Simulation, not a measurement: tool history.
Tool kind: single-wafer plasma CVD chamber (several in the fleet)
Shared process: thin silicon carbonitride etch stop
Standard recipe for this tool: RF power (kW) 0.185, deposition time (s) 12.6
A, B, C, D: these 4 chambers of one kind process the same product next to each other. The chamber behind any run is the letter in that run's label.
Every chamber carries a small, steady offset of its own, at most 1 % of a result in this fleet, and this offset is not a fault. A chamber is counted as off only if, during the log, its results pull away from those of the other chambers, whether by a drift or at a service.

run	hour	RF power (kW)	deposition time (s)	read-back reference wafer on the same gauge, thickness_nm	mean film thickness on the monitor wafer (nm)
1C	11.7	0.185	12.6	7.9131	7.0368
2A	22.9	0.185	12.6	7.9139	7.0561
3D	31.5	0.185	12.6	7.9135	7.0581
# hour 44.3: chamber B: thermocouple changed; heater temperature recalibrated
4B	44.5	0.185	12.6	7.9164	7.0073
5D	57.5	0.185	12.6	7.9185	7.0677
6B	67.4	0.185	12.6	7.9230	6.9729
7C	78.9	0.185	12.6	7.9245	7.0311
8A	87.7	0.185	12.6	7.9219	7.0453
9A	97.8	0.185	14.9	7.9284	8.3317
10C	104.4	0.185	14.9	7.9245	8.3365
11D	110.2	0.185	14.9	7.9260	8.3459
12B	119.4	0.185	14.9	7.9283	8.2556
13B	128.5	0.185	12.6	7.9298	7.0107
14D	135.4	0.185	12.6	7.9288	7.0592
15C	142.9	0.185	12.6	7.9335	7.0317
16A	149.8	0.210	10.6	7.9321	6.1799
17D	156.9	0.210	10.6	7.9345	6.1844
18A	169.3	0.210	10.6	7.9366	6.1687
19C	177.9	0.210	10.6	7.9358	6.1662
# hour 182.7: chamber C: thermocouple changed; heater temperature recalibrated
20B	187.4	0.185	12.6	7.9412	7.0085
21D	197.9	0.185	12.6	7.9390	7.0880
22B	203.6	0.185	12.6	7.9416	6.9971
23C	211.9	0.185	12.6	7.9418	7.0243
24A	222.6	0.185	12.6	7.9442	7.0538
25D	230.9	0.185	12.6	7.9440	7.0766
26C	237.8	0.185	12.6	7.9475	7.0690
27A	248.9	0.185	12.6	7.9447	7.0675
28B	256.8	0.185	12.6	7.9468	6.9912
29A	268.7	0.185	12.6	7.9522	7.0718
30D	280.1	0.165	11.1	7.9536	6.0358
31B	287.2	0.165	11.1	7.9508	5.9817
32C	297.8	0.165	11.1	7.9568	6.0112
33A	303.8	0.165	11.1	7.9558	6.0359
34C	311.9	0.200	12.6	7.9600	7.2271
35D	319.4	0.200	12.6	7.9573	7.2427
36B	325.7	0.200	12.6	7.9585	7.1587
37D	333.6	0.200	12.6	7.9631	7.2427

Decide between three cases: one chamber stands off from its peers, the gauge reading all wafers drifts, or nothing is wrong past each chamber's small offset. Where a chamber is off, say which and what most likely put it there.

The gauge drifts, so all chambers seem to drift together. No chamber is off.
What lies behind it: gauge reads high (%) = 0.664.
